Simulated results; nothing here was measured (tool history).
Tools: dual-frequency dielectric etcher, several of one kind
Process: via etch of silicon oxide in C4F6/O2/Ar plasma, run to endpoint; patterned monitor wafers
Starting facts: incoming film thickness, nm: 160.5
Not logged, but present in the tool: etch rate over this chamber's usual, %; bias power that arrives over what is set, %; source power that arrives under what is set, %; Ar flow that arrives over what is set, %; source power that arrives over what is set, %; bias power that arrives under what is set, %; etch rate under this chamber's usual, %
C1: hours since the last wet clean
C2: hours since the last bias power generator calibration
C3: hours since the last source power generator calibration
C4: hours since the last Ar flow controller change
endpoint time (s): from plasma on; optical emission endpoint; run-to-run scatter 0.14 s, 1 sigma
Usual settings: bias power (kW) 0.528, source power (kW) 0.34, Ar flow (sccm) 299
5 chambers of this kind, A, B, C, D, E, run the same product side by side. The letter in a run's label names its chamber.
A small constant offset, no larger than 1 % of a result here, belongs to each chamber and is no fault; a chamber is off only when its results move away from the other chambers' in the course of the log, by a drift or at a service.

run 1B hour=5.3 | bias_power_(kW)=0.528 source_power_(kW)=0.34 Ar_flow_(sccm)=299 | C1=16.4 C2=1284.3 C3=2252.3 C4=2532.4 | endpoint_time_(s)=36.726
run 2E hour=15.5 | bias_power_(kW)=0.528 source_power_(kW)=0.34 Ar_flow_(sccm)=299 | C1=373.8 C2=28.6 C3=1270.7 C4=3743.9 | endpoint_time_(s)=36.84
run 3A hour=22.9 | bias_power_(kW)=0.528 source_power_(kW)=0.34 Ar_flow_(sccm)=299 | C1=140 C2=2933.4 C3=1929.3 C4=122.1 | endpoint_time_(s)=36.871
run 4D hour=34.4 | bias_power_(kW)=0.528 source_power_(kW)=0.34 Ar_flow_(sccm)=299 | C1=101.3 C2=2332 C3=731.2 C4=298.2 | endpoint_time_(s)=36.431
run 5C hour=39.8 | bias_power_(kW)=0.528 source_power_(kW)=0.34 Ar_flow_(sccm)=299 | C1=308.3 C2=3142.5 C3=421.8 C4=2669.9 | endpoint_time_(s)=36.709
run 6A hour=46.4 | bias_power_(kW)=0.528 source_power_(kW)=0.34 Ar_flow_(sccm)=299 | C1=163.5 C2=2956.9 C3=1952.8 C4=145.6 | endpoint_time_(s)=36.637
run 7E hour=55.8 | bias_power_(kW)=0.528 source_power_(kW)=0.39 Ar_flow_(sccm)=299 | C1=414.1 C2=68.9 C3=1311 C4=3784.2 | endpoint_time_(s)=35.002
-- hour=59.5 chamber D: bias power generator calibrated
run 8D hour=61.8 | bias_power_(kW)=0.528 source_power_(kW)=0.39 Ar_flow_(sccm)=299 | C1=128.7 C2=2.4 C3=758.6 C4=325.6 | endpoint_time_(s)=34.61
run 9B hour=73.9 | bias_power_(kW)=0.528 source_power_(kW)=0.39 Ar_flow_(sccm)=299 | C1=85 C2=1352.9 C3=2320.9 C4=2601 | endpoint_time_(s)=35.048
run 10C hour=84.5 | bias_power_(kW)=0.528 source_power_(kW)=0.39 Ar_flow_(sccm)=299 | C1=353 C2=3187.2 C3=466.5 C4=2714.6 | endpoint_time_(s)=35.032
run 11A hour=90.4 | bias_power_(kW)=0.528 source_power_(kW)=0.39 Ar_flow_(sccm)=299 | C1=207.5 C2=3000.9 C3=1996.8 C4=189.6 | endpoint_time_(s)=34.962
run 12C hour=98.9 | bias_power_(kW)=0.528 source_power_(kW)=0.34 Ar_flow_(sccm)=299 | C1=367.4 C2=3201.6 C3=480.9 C4=2729 | endpoint_time_(s)=36.935
run 13B hour=106.8 | bias_power_(kW)=0.528 source_power_(kW)=0.34 Ar_flow_(sccm)=299 | C1=117.9 C2=1385.8 C3=2353.8 C4=2633.9 | endpoint_time_(s)=36.659
run 14D hour=115 | bias_power_(kW)=0.528 source_power_(kW)=0.34 Ar_flow_(sccm)=299 | C1=181.9 C2=55.6 C3=811.8 C4=378.8 | endpoint_time_(s)=36.611
run 15E hour=120.4 | bias_power_(kW)=0.528 source_power_(kW)=0.34 Ar_flow_(sccm)=299 | C1=478.7 C2=133.5 C3=1375.6 C4=3848.8 | endpoint_time_(s)=36.724
run 16B hour=129.9 | bias_power_(kW)=0.528 source_power_(kW)=0.34 Ar_flow_(sccm)=259 | C1=141 C2=1408.9 C3=2376.9 C4=2657 | endpoint_time_(s)=35.996
run 17A hour=139.4 | bias_power_(kW)=0.528 source_power_(kW)=0.34 Ar_flow_(sccm)=259 | C1=256.5 C2=3049.9 C3=2045.8 C4=238.6 | endpoint_time_(s)=35.983
run 18E hour=148.8 | bias_power_(kW)=0.528 source_power_(kW)=0.34 Ar_flow_(sccm)=259 | C1=507.1 C2=161.9 C3=1404 C4=3877.2 | endpoint_time_(s)=36.435
run 19C hour=157.9 | bias_power_(kW)=0.528 source_power_(kW)=0.34 Ar_flow_(sccm)=259 | C1=426.4 C2=3260.6 C3=539.9 C4=2788 | endpoint_time_(s)=35.858
run 20D hour=169.9 | bias_power_(kW)=0.528 source_power_(kW)=0.34 Ar_flow_(sccm)=259 | C1=236.8 C2=110.5 C3=866.7 C4=433.7 | endpoint_time_(s)=36.132
run 21C hour=178.8 | bias_power_(kW)=0.528 source_power_(kW)=0.34 Ar_flow_(sccm)=299 | C1=447.3 C2=3281.5 C3=560.8 C4=2808.9 | endpoint_time_(s)=36.575
run 22D hour=190.6 | bias_power_(kW)=0.528 source_power_(kW)=0.34 Ar_flow_(sccm)=299 | C1=257.5 C2=131.2 C3=887.4 C4=454.4 | endpoint_time_(s)=36.545
run 23B hour=197.5 | bias_power_(kW)=0.528 source_power_(kW)=0.34 Ar_flow_(sccm)=299 | C1=208.6 C2=1476.5 C3=2444.5 C4=2724.6 | endpoint_time_(s)=36.866
run 24E hour=204.4 | bias_power_(kW)=0.528 source_power_(kW)=0.34 Ar_flow_(sccm)=299 | C1=562.7 C2=217.5 C3=1459.6 C4=3932.8 | endpoint_time_(s)=37.229
run 25A hour=210.8 | bias_power_(kW)=0.528 source_power_(kW)=0.34 Ar_flow_(sccm)=299 | C1=327.9 C2=3121.3 C3=2117.2 C4=310 | endpoint_time_(s)=36.745
run 26E hour=216.7 | bias_power_(kW)=0.528 source_power_(kW)=0.34 Ar_flow_(sccm)=299 | C1=575 C2=229.8 C3=1471.9 C4=3945.1 | endpoint_time_(s)=37.448
run 27D hour=226.4 | bias_power_(kW)=0.528 source_power_(kW)=0.34 Ar_flow_(sccm)=299 | C1=293.3 C2=167 C3=923.2 C4=490.2 | endpoint_time_(s)=36.665
run 28A hour=231.6 | bias_power_(kW)=0.528 source_power_(kW)=0.34 Ar_flow_(sccm)=299 | C1=348.7 C2=3142.1 C3=2138 C4=330.8 | endpoint_time_(s)=36.783
run 29C hour=239.5 | bias_power_(kW)=0.528 source_power_(kW)=0.34 Ar_flow_(sccm)=299 | C1=508 C2=3342.2 C3=621.5 C4=2869.6 | endpoint_time_(s)=36.594
run 30B hour=246.4 | bias_power_(kW)=0.528 source_power_(kW)=0.34 Ar_flow_(sccm)=299 | C1=257.5 C2=1525.4 C3=2493.4 C4=2773.5 | endpoint_time_(s)=36.704
run 31D hour=257.8 | bias_power_(kW)=0.528 source_power_(kW)=0.34 Ar_flow_(sccm)=299 | C1=324.7 C2=198.4 C3=954.6 C4=521.6 | endpoint_time_(s)=36.514
run 32E hour=267.5 | bias_power_(kW)=0.528 source_power_(kW)=0.34 Ar_flow_(sccm)=299 | C1=625.8 C2=280.6 C3=1522.7 C4=3995.9 | endpoint_time_(s)=37.727
run 33B hour=279.4 | bias_power_(kW)=0.528 source_power_(kW)=0.34 Ar_flow_(sccm)=299 | C1=290.5 C2=1558.4 C3=2526.4 C4=2806.5 | endpoint_time_(s)=36.845
-- hour=287.3 chamber C: wet clean of the chamber
run 34A hour=289.4 | bias_power_(kW)=0.528 source_power_(kW)=0.34 Ar_flow_(sccm)=299 | C1=406.5 C2=3199.9 C3=2195.8 C4=388.6 | endpoint_time_(s)=36.777
run 35C hour=299.2 | bias_power_(kW)=0.528 source_power_(kW)=0.34 Ar_flow_(sccm)=299 | C1=11.9 C2=3401.9 C3=681.2 C4=2929.3 | endpoint_time_(s)=36.94
run 36D hour=305.5 | bias_power_(kW)=0.528 source_power_(kW)=0.34 Ar_flow_(sccm)=299 | C1=372.4 C2=246.1 C3=1002.3 C4=569.3 | endpoint_time_(s)=36.3
run 37E hour=314.2 | bias_power_(kW)=0.528 source_power_(kW)=0.34 Ar_flow_(sccm)=299 | C1=672.5 C2=327.3 C3=1569.4 C4=4042.6 | endpoint_time_(s)=38.019
run 38B hour=320.6 | bias_power_(kW)=0.528 source_power_(kW)=0.34 Ar_flow_(sccm)=299 | C1=331.7 C2=1599.6 C3=2567.6 C4=2847.7 | endpoint_time_(s)=36.581
run 39C hour=330.1 | bias_power_(kW)=0.474 source_power_(kW)=0.34 Ar_flow_(sccm)=254 | C1=42.8 C2=3432.8 C3=712.1 C4=2960.2 | endpoint_time_(s)=37.666
run 40A hour=336.9 | bias_power_(kW)=0.474 source_power_(kW)=0.34 Ar_flow_(sccm)=254 | C1=454 C2=3247.4 C3=2243.3 C4=436.1 | endpoint_time_(s)=37.796
run 41D hour=346.8 | bias_power_(kW)=0.474 source_power_(kW)=0.34 Ar_flow_(sccm)=254 | C1=413.7 C2=287.4 C3=1043.6 C4=610.6 | endpoint_time_(s)=37.566
-- hour=348.8 chamber B: wet clean of the chamber
run 42A hour=356.7 | bias_power_(kW)=0.474 source_power_(kW)=0.34 Ar_flow_(sccm)=254 | C1=473.8 C2=3267.2 C3=2263.1 C4=455.9 | endpoint_time_(s)=37.782
run 43B hour=367.4 | bias_power_(kW)=0.474 source_power_(kW)=0.34 Ar_flow_(sccm)=254 | C1=18.7 C2=1646.4 C3=2614.4 C4=2894.5 | endpoint_time_(s)=37.689
run 44E hour=377.9 | bias_power_(kW)=0.528 source_power_(kW)=0.34 Ar_flow_(sccm)=299 | C1=736.2 C2=391 C3=1633.1 C4=4106.3 | endpoint_time_(s)=38.305

Each of the 5 chambers runs these same settings next. Fill in every chamber's results:
run 45A hour=386.7 | bias_power_(kW)=0.528 source_power_(kW)=0.34 Ar_flow_(sccm)=232 | endpoint_time_(s)=?
run 45B hour=386.7 | bias_power_(kW)=0.528 source_power_(kW)=0.34 Ar_flow_(sccm)=232 | endpoint_time_(s)=?
run 45C hour=386.7 | bias_power_(kW)=0.528 source_power_(kW)=0.34 Ar_flow_(sccm)=232 | endpoint_time_(s)=?
run 45D hour=386.7 | bias_power_(kW)=0.528 source_power_(kW)=0.34 Ar_flow_(sccm)=232 | endpoint_time_(s)=?
run 45E hour=386.7 | bias_power_(kW)=0.528 source_power_(kW)=0.34 Ar_flow_(sccm)=232 | endpoint_time_(s)=?

run=45A endpoint_time_(s)=35.629
run=45B endpoint_time_(s)=35.595
run=45C endpoint_time_(s)=35.547
run=45D endpoint_time_(s)=35.791
run=45E endpoint_time_(s)=37.32
